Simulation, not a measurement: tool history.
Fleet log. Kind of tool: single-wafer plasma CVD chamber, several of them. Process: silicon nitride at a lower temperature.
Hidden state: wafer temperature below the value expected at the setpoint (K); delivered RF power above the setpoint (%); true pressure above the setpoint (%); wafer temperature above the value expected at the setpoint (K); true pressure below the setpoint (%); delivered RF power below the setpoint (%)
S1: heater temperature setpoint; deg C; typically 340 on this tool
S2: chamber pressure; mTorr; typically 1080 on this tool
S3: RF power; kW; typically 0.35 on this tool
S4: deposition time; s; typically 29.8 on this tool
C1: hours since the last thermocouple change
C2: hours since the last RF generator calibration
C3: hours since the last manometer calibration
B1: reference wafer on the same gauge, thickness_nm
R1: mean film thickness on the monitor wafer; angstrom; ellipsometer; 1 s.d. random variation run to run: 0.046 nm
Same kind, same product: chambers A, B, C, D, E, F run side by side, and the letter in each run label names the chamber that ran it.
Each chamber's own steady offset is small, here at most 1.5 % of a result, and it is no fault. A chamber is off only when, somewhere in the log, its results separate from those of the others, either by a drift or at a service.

{"run": "1C", "hour": 5.8, "S1": 340, "S2": 1080, "S3": 0.35, "S4": 29.8, "C1": 776.3, "C2": 8.2, "C3": 2282, "B1": 39.889, "R1": 345.44}
{"run": "2F", "hour": 12.0, "S1": 340, "S2": 1080, "S3": 0.35, "S4": 29.8, "C1": 1864.5, "C2": 68.2, "C3": 209.7, "B1": 39.887, "R1": 346.8}
{"run": "3B", "hour": 16.4, "S1": 340, "S2": 1080, "S3": 0.35, "S4": 29.8, "C1": 2303.2, "C2": 81.5, "C3": 409.2, "B1": 39.898, "R1": 350.92}
{"run": "4E", "hour": 19.9, "S1": 340, "S2": 1080, "S3": 0.35, "S4": 29.8, "C1": 232.5, "C2": 2625.6, "C3": 1493.4, "B1": 39.882, "R1": 342.7}
{"run": "5D", "hour": 24.3, "S1": 340, "S2": 1080, "S3": 0.35, "S4": 29.8, "C1": 513, "C2": 1676.7, "C3": 424.5, "B1": 39.887, "R1": 344.26}
{"run": "6A", "hour": 28.7, "S1": 340, "S2": 1080, "S3": 0.35, "S4": 29.8, "C1": 280.9, "C2": 376, "C3": 359.5, "B1": 39.877, "R1": 350.27}
{"run": "7C", "hour": 33.1, "S1": 340, "S2": 1080, "S3": 0.35, "S4": 29.8, "C1": 803.6, "C2": 35.5, "C3": 2309.3, "B1": 39.862, "R1": 344.93}
{"run": "8D", "hour": 38.4, "S1": 340, "S2": 1080, "S3": 0.35, "S4": 29.8, "C1": 527.1, "C2": 1690.8, "C3": 438.6, "B1": 39.854, "R1": 344.91}
{"run": "9B", "hour": 41.7, "S1": 340, "S2": 1080, "S3": 0.35, "S4": 29.8, "C1": 2328.5, "C2": 106.8, "C3": 434.5, "B1": 39.859, "R1": 350.45}
{"run": "10E", "hour": 45.7, "S1": 340, "S2": 1080, "S3": 0.35, "S4": 29.8, "C1": 258.3, "C2": 2651.4, "C3": 1519.2, "B1": 39.838, "R1": 342.29}
{"run": "11F", "hour": 50.7, "S1": 340, "S2": 1080, "S3": 0.35, "S4": 29.8, "C1": 1903.2, "C2": 106.9, "C3": 248.4, "B1": 39.843, "R1": 346.61}
{"run": "12A", "hour": 56.0, "S1": 340, "S2": 1080, "S3": 0.35, "S4": 29.8, "C1": 308.2, "C2": 403.3, "C3": 386.8, "B1": 39.825, "R1": 350.04}
{"run": "13F", "hour": 60.8, "S1": 340, "S2": 1080, "S3": 0.35, "S4": 29.8, "C1": 1913.3, "C2": 117, "C3": 258.5, "B1": 39.826, "R1": 346.55}
{"run": "14E", "hour": 63.8, "S1": 340, "S2": 1080, "S3": 0.35, "S4": 29.8, "C1": 276.4, "C2": 2669.5, "C3": 1537.3, "B1": 39.841, "R1": 342.47}
{"run": "15C", "hour": 67.2, "S1": 340, "S2": 1080, "S3": 0.35, "S4": 29.8, "C1": 837.7, "C2": 69.6, "C3": 2343.4, "B1": 39.829, "R1": 345.01}
{"run": "16D", "hour": 71.5, "S1": 340, "S2": 1080, "S3": 0.35, "S4": 29.8, "C1": 560.2, "C2": 1723.9, "C3": 471.7, "B1": 39.82, "R1": 343.99}
{"run": "17A", "hour": 74.4, "S1": 340, "S2": 1080, "S3": 0.35, "S4": 29.8, "C1": 326.6, "C2": 421.7, "C3": 405.2, "B1": 39.802, "R1": 350.41}
{"run": "18B", "hour": 77.9, "S1": 340, "S2": 1080, "S3": 0.35, "S4": 29.8, "C1": 2364.7, "C2": 143, "C3": 470.7, "B1": 39.813, "R1": 350.63}
{"run": "19A", "hour": 80.8, "S1": 340, "S2": 1080, "S3": 0.35, "S4": 29.8, "C1": 333, "C2": 428.1, "C3": 411.6, "B1": 39.821, "R1": 349.44}
{"run": "20F", "hour": 86.5, "S1": 340, "S2": 1080, "S3": 0.35, "S4": 29.8, "C1": 1939, "C2": 142.7, "C3": 284.2, "B1": 39.799, "R1": 346.55}
{"run": "21E", "hour": 91.3, "S1": 340, "S2": 1080, "S3": 0.35, "S4": 29.8, "C1": 303.9, "C2": 2697, "C3": 1564.8, "B1": 39.797, "R1": 341.78}
{"run": "22B", "hour": 94.5, "S1": 340, "S2": 1080, "S3": 0.35, "S4": 29.8, "C1": 2381.3, "C2": 159.6, "C3": 487.3, "B1": 39.795, "R1": 350.59}
{"run": "23C", "hour": 98.8, "S1": 340, "S2": 1080, "S3": 0.35, "S4": 29.8, "C1": 869.3, "C2": 101.2, "C3": 2375, "B1": 39.793, "R1": 344.27}
{"hour": 101.7, "done": "chamber E: capacitance manometer re-zeroed and calibrated"}
{"run": "24D", "hour": 102.6, "S1": 340, "S2": 1080, "S3": 0.35, "S4": 29.8, "C1": 591.3, "C2": 1755, "C3": 502.8, "B1": 39.779, "R1": 343.54}
{"run": "25F", "hour": 105.8, "S1": 340, "S2": 1080, "S3": 0.35, "S4": 29.8, "C1": 1958.3, "C2": 162, "C3": 303.5, "B1": 39.783, "R1": 345.8}
{"run": "26B", "hour": 109.5, "S1": 340, "S2": 1080, "S3": 0.35, "S4": 29.8, "C1": 2396.3, "C2": 174.6, "C3": 502.3, "B1": 39.781, "R1": 350.05}
{"run": "27C", "hour": 116.0, "S1": 340, "S2": 1080, "S3": 0.35, "S4": 29.8, "C1": 886.5, "C2": 118.4, "C3": 2392.2, "B1": 39.772, "R1": 344.48}
{"run": "28D", "hour": 121.6, "S1": 340, "S2": 1080, "S3": 0.35, "S4": 29.8, "C1": 610.3, "C2": 1774, "C3": 521.8, "B1": 39.766, "R1": 342.95}
{"run": "29E", "hour": 128.0, "S1": 340, "S2": 1080, "S3": 0.35, "S4": 29.8, "C1": 340.6, "C2": 2733.7, "C3": 26.3, "B1": 39.755, "R1": 341.57}
{"run": "30A", "hour": 131.2, "S1": 340, "S2": 1080, "S3": 0.35, "S4": 29.8, "C1": 383.4, "C2": 478.5, "C3": 462, "B1": 39.759, "R1": 349.88}
{"run": "31A", "hour": 134.6, "S1": 340, "S2": 1080, "S3": 0.35, "S4": 29.8, "C1": 386.8, "C2": 481.9, "C3": 465.4, "B1": 39.749, "R1": 349.06}
{"run": "32E", "hour": 140.2, "S1": 340, "S2": 1080, "S3": 0.35, "S4": 29.8, "C1": 352.8, "C2": 2745.9, "C3": 38.5, "B1": 39.748, "R1": 341.98}
{"run": "33C", "hour": 144.8, "S1": 340, "S2": 1080, "S3": 0.35, "S4": 29.8, "C1": 915.3, "C2": 147.2, "C3": 2421, "B1": 39.741, "R1": 344.22}
{"run": "34B", "hour": 149.9, "S1": 340, "S2": 1080, "S3": 0.35, "S4": 29.8, "C1": 2436.7, "C2": 215, "C3": 542.7, "B1": 39.726, "R1": 349.81}
{"run": "35D", "hour": 155.2, "S1": 340, "S2": 1080, "S3": 0.35, "S4": 24.9, "C1": 643.9, "C2": 1807.6, "C3": 555.4, "B1": 39.723, "R1": 287.25}
{"run": "36F", "hour": 158.3, "S1": 340, "S2": 1080, "S3": 0.35, "S4": 24.9, "C1": 2010.8, "C2": 214.5, "C3": 356, "B1": 39.706, "R1": 288.88}
{"run": "37A", "hour": 162.1, "S1": 340, "S2": 1080, "S3": 0.35, "S4": 24.9, "C1": 414.3, "C2": 509.4, "C3": 492.9, "B1": 39.715, "R1": 291.57}
{"run": "38F", "hour": 168.7, "S1": 340, "S2": 1080, "S3": 0.35, "S4": 24.9, "C1": 2021.2, "C2": 224.9, "C3": 366.4, "B1": 39.717, "R1": 288.74}
{"run": "39C", "hour": 173.2, "S1": 340, "S2": 1080, "S3": 0.35, "S4": 24.9, "C1": 943.7, "C2": 175.6, "C3": 2449.4, "B1": 39.715, "R1": 287.74}
{"run": "40D", "hour": 176.2, "S1": 340, "S2": 1080, "S3": 0.35, "S4": 24.9, "C1": 664.9, "C2": 1828.6, "C3": 576.4, "B1": 39.696, "R1": 286.6}
{"run": "41E", "hour": 181.4, "S1": 340, "S2": 1080, "S3": 0.35, "S4": 29.8, "C1": 394, "C2": 2787.1, "C3": 79.7, "B1": 39.697, "R1": 341.41}
{"run": "42B", "hour": 184.4, "S1": 340, "S2": 1080, "S3": 0.405, "S4": 33.7, "C1": 2471.2, "C2": 249.5, "C3": 577.2, "B1": 39.712, "R1": 434}
{"run": "43F", "hour": 189.1, "S1": 340, "S2": 1080, "S3": 0.405, "S4": 33.7, "C1": 2041.6, "C2": 245.3, "C3": 386.8, "B1": 39.689, "R1": 427.11}
{"run": "44D", "hour": 195.2, "S1": 340, "S2": 1080, "S3": 0.405, "S4": 33.7, "C1": 683.9, "C2": 1847.6, "C3": 595.4, "B1": 39.687, "R1": 424.85}

Is one chamber off against the others, does the gauge drift, or is nothing wrong? If a chamber is off, say which, and what the likeliest cause is.

Gauge drift. The chambers move together only on paper, and none stands off.
Cause: gauge reads low (%) = 0.549.
